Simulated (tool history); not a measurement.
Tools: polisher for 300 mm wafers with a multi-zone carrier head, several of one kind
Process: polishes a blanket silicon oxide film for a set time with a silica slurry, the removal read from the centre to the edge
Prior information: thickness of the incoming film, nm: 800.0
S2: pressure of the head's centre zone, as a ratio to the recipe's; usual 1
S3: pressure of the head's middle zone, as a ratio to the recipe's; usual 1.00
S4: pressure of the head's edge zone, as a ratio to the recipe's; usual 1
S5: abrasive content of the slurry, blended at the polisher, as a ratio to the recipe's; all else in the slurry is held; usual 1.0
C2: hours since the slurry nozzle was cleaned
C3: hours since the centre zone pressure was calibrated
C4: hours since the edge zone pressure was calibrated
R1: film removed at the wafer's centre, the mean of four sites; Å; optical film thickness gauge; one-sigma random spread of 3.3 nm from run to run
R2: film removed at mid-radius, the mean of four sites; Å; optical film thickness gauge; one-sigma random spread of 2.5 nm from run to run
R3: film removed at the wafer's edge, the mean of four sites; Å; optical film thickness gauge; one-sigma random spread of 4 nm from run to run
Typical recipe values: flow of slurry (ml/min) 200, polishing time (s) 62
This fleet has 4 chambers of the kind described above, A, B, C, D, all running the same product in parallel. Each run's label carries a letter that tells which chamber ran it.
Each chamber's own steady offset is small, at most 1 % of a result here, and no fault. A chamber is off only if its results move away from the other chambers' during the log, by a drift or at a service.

run 1A hour=3.2 | flow_of_slurry_(ml/min)=200 S2=1 S3=1.00 S4=1 S5=1.0 polishing_time_(s)=62 | wafers_polished_on_this_pad=306 C2=84.6 C3=165.6 C4=206.6 | R1=2652.9 R2=2691.4 R3=2660.7
run 2D hour=9.8 | flow_of_slurry_(ml/min)=200 S2=1 S3=1.00 S4=1 S5=1.0 polishing_time_(s)=62 | wafers_polished_on_this_pad=474 C2=539.7 C3=1106.7 C4=820.3 | R1=2642.2 R2=2618.3 R3=2715.4
run 3B hour=15.3 | flow_of_slurry_(ml/min)=200 S2=1 S3=1.00 S4=1 S5=1.0 polishing_time_(s)=62 | wafers_polished_on_this_pad=507 C2=26.1 C3=228.0 C4=104.1 | R1=2633.7 R2=2656.9 R3=2661.7
run 4C hour=20.4 | flow_of_slurry_(ml/min)=200 S2=1 S3=1.00 S4=1 S5=1.0 polishing_time_(s)=62 | wafers_polished_on_this_pad=335 C2=550.7 C3=1417.5 C4=86.4 | R1=2583.2 R2=2647.8 R3=2657.1
-- hour=27.7 chamber D: worn pad replaced by a new one
run 5D hour=27.8 | flow_of_slurry_(ml/min)=200 S2=1 S3=1.00 S4=1 S5=1.0 polishing_time_(s)=62 | wafers_polished_on_this_pad=1 C2=557.7 C3=1124.7 C4=838.3 | R1=2696.2 R2=2728.4 R3=2754.4
-- hour=28.4 chamber C: slurry nozzle cleaned
-- hour=29.0 chamber B: worn pad replaced by a new one
-- hour=30.9 chamber D: centre zone pressure recalibrated
run 6C hour=33.4 | flow_of_slurry_(ml/min)=200 S2=1 S3=1.00 S4=1 S5=1.0 polishing_time_(s)=62 | wafers_polished_on_this_pad=458 C2=5.1 C3=1430.5 C4=99.4 | R1=2659.8 R2=2644.5 R3=2631.8
run 7B hour=37.4 | flow_of_slurry_(ml/min)=200 S2=1 S3=1.00 S4=1 S5=1.0 polishing_time_(s)=62 | wafers_polished_on_this_pad=80 C2=48.2 C3=250.1 C4=126.2 | R1=2679.0 R2=2647.3 R3=2723.5
run 8A hour=44.5 | flow_of_slurry_(ml/min)=200 S2=1 S3=1.00 S4=1 S5=1.2 polishing_time_(s)=62 | wafers_polished_on_this_pad=699 C2=125.9 C3=206.9 C4=247.9 | R1=2722.0 R2=2755.9 R3=2862.8
run 9A hour=49.0 | flow_of_slurry_(ml/min)=200 S2=1 S3=1.00 S4=1 S5=1.2 polishing_time_(s)=62 | wafers_polished_on_this_pad=742 C2=130.4 C3=211.4 C4=252.4 | R1=2787.3 R2=2773.5 R3=2652.9
-- hour=50.3 chamber C: centre zone pressure recalibrated
run 10D hour=56.3 | flow_of_slurry_(ml/min)=200 S2=1 S3=1.00 S4=1 S5=1.2 polishing_time_(s)=62 | wafers_polished_on_this_pad=272 C2=586.2 C3=25.5 C4=866.8 | R1=2946.3 R2=2839.3 R3=2876.1
run 11B hour=63.5 | flow_of_slurry_(ml/min)=200 S2=1 S3=1.00 S4=1 S5=1.2 polishing_time_(s)=62 | wafers_polished_on_this_pad=329 C2=74.3 C3=276.2 C4=152.3 | R1=2860.1 R2=2877.9 R3=2852.8
run 12C hour=70.4 | flow_of_slurry_(ml/min)=200 S2=1 S3=1.00 S4=1 S5=1.0 polishing_time_(s)=62 | wafers_polished_on_this_pad=811 C2=42.1 C3=20.1 C4=136.4 | R1=2688.8 R2=2669.8 R3=2631.5
-- hour=70.6 chamber C: worn pad replaced by a new one
run 13B hour=73.9 | flow_of_slurry_(ml/min)=200 S2=1 S3=1.00 S4=1 S5=1.0 polishing_time_(s)=62 | wafers_polished_on_this_pad=428 C2=84.7 C3=286.6 C4=162.7 | R1=2683.1 R2=2681.4 R3=2732.7
run 14C hour=77.7 | flow_of_slurry_(ml/min)=200 S2=1 S3=1.00 S4=1 S5=1.0 polishing_time_(s)=62 | wafers_polished_on_this_pad=68 C2=49.4 C3=27.4 C4=143.7 | R1=2634.6 R2=2696.6 R3=2626.4
run 15A hour=84.6 | flow_of_slurry_(ml/min)=200 S2=1 S3=1.00 S4=1 S5=1.0 polishing_time_(s)=62 | wafers_polished_on_this_pad=1081 C2=166.0 C3=247.0 C4=288.0 | R1=2468.0 R2=2507.9 R3=2408.0
-- hour=89.1 chamber B: worn pad replaced by a new one
run 16D hour=89.3 | flow_of_slurry_(ml/min)=200 S2=1 S3=1.00 S4=1 S5=1.0 polishing_time_(s)=62 | wafers_polished_on_this_pad=586 C2=619.2 C3=58.5 C4=899.8 | R1=2623.9 R2=2646.0 R3=2623.4
run 17C hour=95.5 | flow_of_slurry_(ml/min)=200 S2=1 S3=1.00 S4=1 S5=1.0 polishing_time_(s)=62 | wafers_polished_on_this_pad=238 C2=67.2 C3=45.2 C4=161.5 | R1=2668.8 R2=2685.6 R3=2663.6
-- hour=96.3 chamber D: worn pad replaced by a new one
run 18B hour=101.7 | flow_of_slurry_(ml/min)=200 S2=1 S3=1.00 S4=1 S5=1.0 polishing_time_(s)=62 | wafers_polished_on_this_pad=120 C2=112.5 C3=314.4 C4=190.5 | R1=2675.4 R2=2687.0 R3=2732.3
run 19D hour=107.6 | flow_of_slurry_(ml/min)=200 S2=1 S3=1.00 S4=1 S5=1.0 polishing_time_(s)=62 | wafers_polished_on_this_pad=107 C2=637.5 C3=76.8 C4=918.1 | R1=2669.9 R2=2677.7 R3=2620.8
-- hour=113.3 chamber D: edge zone pressure recalibrated
run 20A hour=114.0 | flow_of_slurry_(ml/min)=200 S2=1 S3=1.00 S4=1 S5=1.0 polishing_time_(s)=62 | wafers_polished_on_this_pad=1361 C2=195.4 C3=276.4 C4=317.4 | R1=2401.8 R2=2373.9 R3=2384.7
run 21A hour=117.5 | flow_of_slurry_(ml/min)=200 S2=1 S3=1.00 S4=1 S5=1.0 polishing_time_(s)=62 | wafers_polished_on_this_pad=1394 C2=198.9 C3=279.9 C4=320.9 | R1=2390.4 R2=2391.1 R3=2397.4
run 22B hour=122.4 | flow_of_slurry_(ml/min)=200 S2=1 S3=1.00 S4=1 S5=1.0 polishing_time_(s)=62 | wafers_polished_on_this_pad=317 C2=133.2 C3=335.1 C4=211.2 | R1=2688.7 R2=2660.7 R3=2758.1
run 23C hour=128.0 | flow_of_slurry_(ml/min)=200 S2=1 S3=1.00 S4=1 S5=1.0 polishing_time_(s)=62 | wafers_polished_on_this_pad=547 C2=99.7 C3=77.7 C4=194.0 | R1=2683.7 R2=2639.8 R3=2608.1
run 24D hour=131.3 | flow_of_slurry_(ml/min)=200 S2=1 S3=1.05 S4=1 S5=1.0 polishing_time_(s)=62 | wafers_polished_on_this_pad=333 C2=661.2 C3=100.5 C4=18.1 | R1=2664.7 R2=2811.9 R3=2684.0
run 25C hour=136.6 | flow_of_slurry_(ml/min)=200 S2=1 S3=1.05 S4=1 S5=1.0 polishing_time_(s)=62 | wafers_polished_on_this_pad=629 C2=108.3 C3=86.3 C4=202.6 | R1=2698.9 R2=2813.9 R3=2617.0
run 26B hour=142.1 | flow_of_slurry_(ml/min)=200 S2=1 S3=1.05 S4=1 S5=1.0 polishing_time_(s)=62 | wafers_polished_on_this_pad=504 C2=152.9 C3=354.8 C4=230.9 | R1=2681.9 R2=2755.8 R3=2679.8

The same settings go to every chamber for the next run, one line per chamber below. Forecast the results for each:
run 27A hour=147.3 | flow_of_slurry_(ml/min)=200 S2=1 S3=1.05 S4=1 S5=1.0 polishing_time_(s)=62 | R1=? R2=? R3=?
run 27B hour=147.3 | flow_of_slurry_(ml/min)=200 S2=1 S3=1.05 S4=1 S5=1.0 polishing_time_(s)=62 | R1=? R2=? R3=?
run 27C hour=147.3 | flow_of_slurry_(ml/min)=200 S2=1 S3=1.05 S4=1 S5=1.0 polishing_time_(s)=62 | R1=? R2=? R3=?
run 27D hour=147.3 | flow_of_slurry_(ml/min)=200 S2=1 S3=1.05 S4=1 S5=1.0 polishing_time_(s)=62 | R1=? R2=? R3=?

run=27A R1=2277.6 R2=2356.7 R3=2291.8
run=27B R1=2639.8 R2=2841.3 R3=2672.1
run=27C R1=2659.6 R2=2772.0 R3=2640.8
run=27D R1=2677.9 R2=2733.3 R3=2626.6
